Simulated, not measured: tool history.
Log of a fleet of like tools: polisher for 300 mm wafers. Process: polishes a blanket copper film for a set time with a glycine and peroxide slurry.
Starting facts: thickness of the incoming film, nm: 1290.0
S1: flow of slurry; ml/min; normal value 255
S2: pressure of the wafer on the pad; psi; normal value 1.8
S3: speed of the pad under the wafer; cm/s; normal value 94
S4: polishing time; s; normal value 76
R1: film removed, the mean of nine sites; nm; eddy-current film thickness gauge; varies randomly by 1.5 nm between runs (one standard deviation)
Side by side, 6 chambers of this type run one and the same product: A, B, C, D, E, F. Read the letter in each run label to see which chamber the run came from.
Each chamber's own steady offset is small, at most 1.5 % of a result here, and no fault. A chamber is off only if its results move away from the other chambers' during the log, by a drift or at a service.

{"run": "1C", "hour": 13.1, "S1": 255, "S2": 1.8, "S3": 94, "S4": 76, "R1": 246.45}
{"run": "2D", "hour": 26.3, "S1": 255, "S2": 1.8, "S3": 94, "S4": 76, "R1": 243.53}
{"hour": 29.6, "done": "chamber F: worn pad replaced by a new one"}
{"run": "3F", "hour": 35.6, "S1": 255, "S2": 1.8, "S3": 94, "S4": 76, "R1": 240.41}
{"run": "4A", "hour": 46.2, "S1": 255, "S2": 1.8, "S3": 94, "S4": 76, "R1": 239.8}
{"hour": 47.0, "done": "chamber D: head pressure recalibrated"}
{"run": "5E", "hour": 60.0, "S1": 255, "S2": 1.8, "S3": 94, "S4": 76, "R1": 242.49}
{"run": "6B", "hour": 71.7, "S1": 255, "S2": 1.8, "S3": 94, "S4": 76, "R1": 241.75}
{"hour": 72.9, "done": "chamber C: worn pad replaced by a new one"}
{"run": "7A", "hour": 81.7, "S1": 255, "S2": 1.8, "S3": 94, "S4": 76, "R1": 239.81}
{"hour": 85.9, "done": "chamber D: worn pad replaced by a new one"}
{"run": "8E", "hour": 88.8, "S1": 255, "S2": 1.8, "S3": 94, "S4": 76, "R1": 242.21}
{"run": "9F", "hour": 98.1, "S1": 255, "S2": 1.8, "S3": 94, "S4": 76, "R1": 244.81}
{"hour": 106.5, "done": "chamber A: worn pad replaced by a new one"}
{"run": "10D", "hour": 110.1, "S1": 255, "S2": 1.8, "S3": 94, "S4": 76, "R1": 244.18}
{"hour": 116.6, "done": "chamber A: head pressure recalibrated"}
{"hour": 121.9, "done": "chamber E: worn pad replaced by a new one"}
{"run": "11B", "hour": 124.2, "S1": 255, "S2": 1.8, "S3": 94, "S4": 76, "R1": 242.25}
{"hour": 124.7, "done": "chamber F: worn pad replaced by a new one"}
{"run": "12C", "hour": 131.8, "S1": 255, "S2": 1.8, "S3": 94, "S4": 76, "R1": 243.06}
{"run": "13A", "hour": 145.1, "S1": 255, "S2": 1.8, "S3": 116, "S4": 76, "R1": 283.45}
{"hour": 145.9, "done": "chamber D: slurry nozzle cleaned"}
{"hour": 151.4, "done": "chamber A: slurry nozzle cleaned"}
{"hour": 151.6, "done": "chamber F: slurry nozzle cleaned"}
{"run": "14B", "hour": 156.7, "S1": 255, "S2": 1.8, "S3": 116, "S4": 76, "R1": 285.5}
{"run": "15F", "hour": 170.3, "S1": 255, "S2": 1.8, "S3": 116, "S4": 76, "R1": 281.74}
{"run": "16E", "hour": 176.7, "S1": 255, "S2": 1.8, "S3": 116, "S4": 76, "R1": 284.05}
{"run": "17C", "hour": 184.5, "S1": 255, "S2": 1.8, "S3": 116, "S4": 76, "R1": 282.95}
{"hour": 196.8, "done": "chamber B: worn pad replaced by a new one"}
{"run": "18D", "hour": 198.4, "S1": 255, "S2": 1.8, "S3": 116, "S4": 76, "R1": 283.63}
{"run": "19A", "hour": 205.5, "S1": 205, "S2": 1.8, "S3": 94, "S4": 52, "R1": 159.98}
{"hour": 216.2, "done": "chamber F: worn pad replaced by a new one"}
{"run": "20D", "hour": 216.8, "S1": 205, "S2": 1.8, "S3": 94, "S4": 52, "R1": 160.87}
{"run": "21B", "hour": 224.7, "S1": 205, "S2": 1.8, "S3": 94, "S4": 52, "R1": 160.02}
{"run": "22E", "hour": 238.4, "S1": 205, "S2": 1.8, "S3": 94, "S4": 52, "R1": 161.24}
{"run": "23F", "hour": 246.9, "S1": 205, "S2": 1.8, "S3": 94, "S4": 52, "R1": 159.91}
{"hour": 256.6, "done": "chamber A: worn pad replaced by a new one"}
{"run": "24C", "hour": 258.8, "S1": 205, "S2": 1.8, "S3": 94, "S4": 52, "R1": 161.85}
{"run": "25F", "hour": 271.6, "S1": 255, "S2": 1.4, "S3": 94, "S4": 52, "R1": 138.28}
{"run": "26C", "hour": 278.1, "S1": 255, "S2": 1.4, "S3": 94, "S4": 52, "R1": 137.61}
{"hour": 287.6, "done": "chamber D: worn pad replaced by a new one"}
{"run": "27E", "hour": 291.3, "S1": 255, "S2": 1.4, "S3": 94, "S4": 52, "R1": 137.63}
{"hour": 299.0, "done": "chamber E: worn pad replaced by a new one"}
{"run": "28D", "hour": 302.5, "S1": 255, "S2": 1.4, "S3": 94, "S4": 52, "R1": 139.64}
{"hour": 311.2, "done": "chamber B: slurry nozzle cleaned"}
{"run": "29A", "hour": 311.7, "S1": 255, "S2": 1.4, "S3": 94, "S4": 52, "R1": 138.79}
{"hour": 311.9, "done": "chamber F: head pressure recalibrated"}
{"hour": 316.4, "done": "chamber C: worn pad replaced by a new one"}
{"run": "30B", "hour": 321.8, "S1": 255, "S2": 1.4, "S3": 94, "S4": 52, "R1": 135.14}
{"hour": 325.8, "done": "chamber F: worn pad replaced by a new one"}
{"run": "31E", "hour": 335.1, "S1": 255, "S2": 1.8, "S3": 94, "S4": 76, "R1": 243.69}
{"hour": 348.1, "done": "chamber C: slurry nozzle cleaned"}
{"run": "32A", "hour": 348.7, "S1": 255, "S2": 1.8, "S3": 94, "S4": 76, "R1": 240.01}
{"run": "33D", "hour": 358.0, "S1": 205, "S2": 1.8, "S3": 94, "S4": 64, "R1": 199.4}
{"run": "34B", "hour": 371.0, "S1": 205, "S2": 1.8, "S3": 94, "S4": 64, "R1": 191.36}
{"hour": 375.4, "done": "chamber D: head pressure recalibrated"}
{"run": "35F", "hour": 379.5, "S1": 205, "S2": 1.8, "S3": 94, "S4": 64, "R1": 197.4}
{"run": "36C", "hour": 390.7, "S1": 205, "S2": 1.8, "S3": 94, "S4": 64, "R1": 199.65}
{"run": "37C", "hour": 403.9, "S1": 205, "S2": 1.8, "S3": 94, "S4": 64, "R1": 201.59}
{"hour": 404.1, "done": "chamber F: slurry nozzle cleaned"}
{"run": "38D", "hour": 416.6, "S1": 205, "S2": 1.8, "S3": 94, "S4": 64, "R1": 201.78}
{"run": "39A", "hour": 425.4, "S1": 255, "S2": 1.8, "S3": 94, "S4": 76, "R1": 241.81}
{"hour": 438.9, "done": "chamber F: worn pad replaced by a new one"}
{"run": "40B", "hour": 439.0, "S1": 255, "S2": 1.8, "S3": 94, "S4": 76, "R1": 231.53}
{"hour": 441.8, "done": "chamber B: worn pad replaced by a new one"}
{"run": "41E", "hour": 448.1, "S1": 255, "S2": 1.8, "S3": 94, "S4": 76, "R1": 240.7}
{"run": "42F", "hour": 455.1, "S1": 255, "S2": 1.8, "S3": 94, "S4": 76, "R1": 242.7}
{"run": "43E", "hour": 462.7, "S1": 255, "S2": 1.8, "S3": 94, "S4": 76, "R1": 243.37}
{"run": "44B", "hour": 469.3, "S1": 255, "S2": 1.8, "S3": 94, "S4": 76, "R1": 231.17}

Is one chamber out of step, is the gauge drifting, or do the chambers differ by no more than their own small offsets? For an off chamber, give its letter and the likeliest cause.

Little by little, chamber B moves away from the other chambers.
Likeliest cause: head's pressure below its setpoint, % = 6.31.

Below are 4 candidate recipes for chamber B's next run, each the usual settings with a change, their results shown as question marks. Which of them brings B's results back in line with what the other chambers give on the usual settings?
Counts as in line when no further than this from what the other chambers average on the usual settings: R1 5.1 nm
{"run": "45B-1", "hour": 479.7, "S1": 255, "S2": 1.8, "S3": 96, "S4": 78, "R1": "?"}
{"run": "45B-2", "hour": 479.7, "S1": 255, "S2": 1.8, "S3": 94, "S4": 77, "R1": "?"}
{"run": "45B-3", "hour": 479.7, "S1": 255, "S2": 1.8, "S3": 92, "S4": 76, "R1": "?"}
{"run": "45B-4", "hour": 479.7, "S1": 255, "S2": 1.8, "S3": 92, "S4": 74, "R1": "?"}

The other chambers' mean on the usual settings: R1 242.11 nm
run=45B-1 R1=240.19
run=45B-2 R1=233.44
run=45B-3 R1=226.79
run=45B-4 R1=220.82
The answer is 45B-1, which returns the chamber to within the allowed miss of the others.
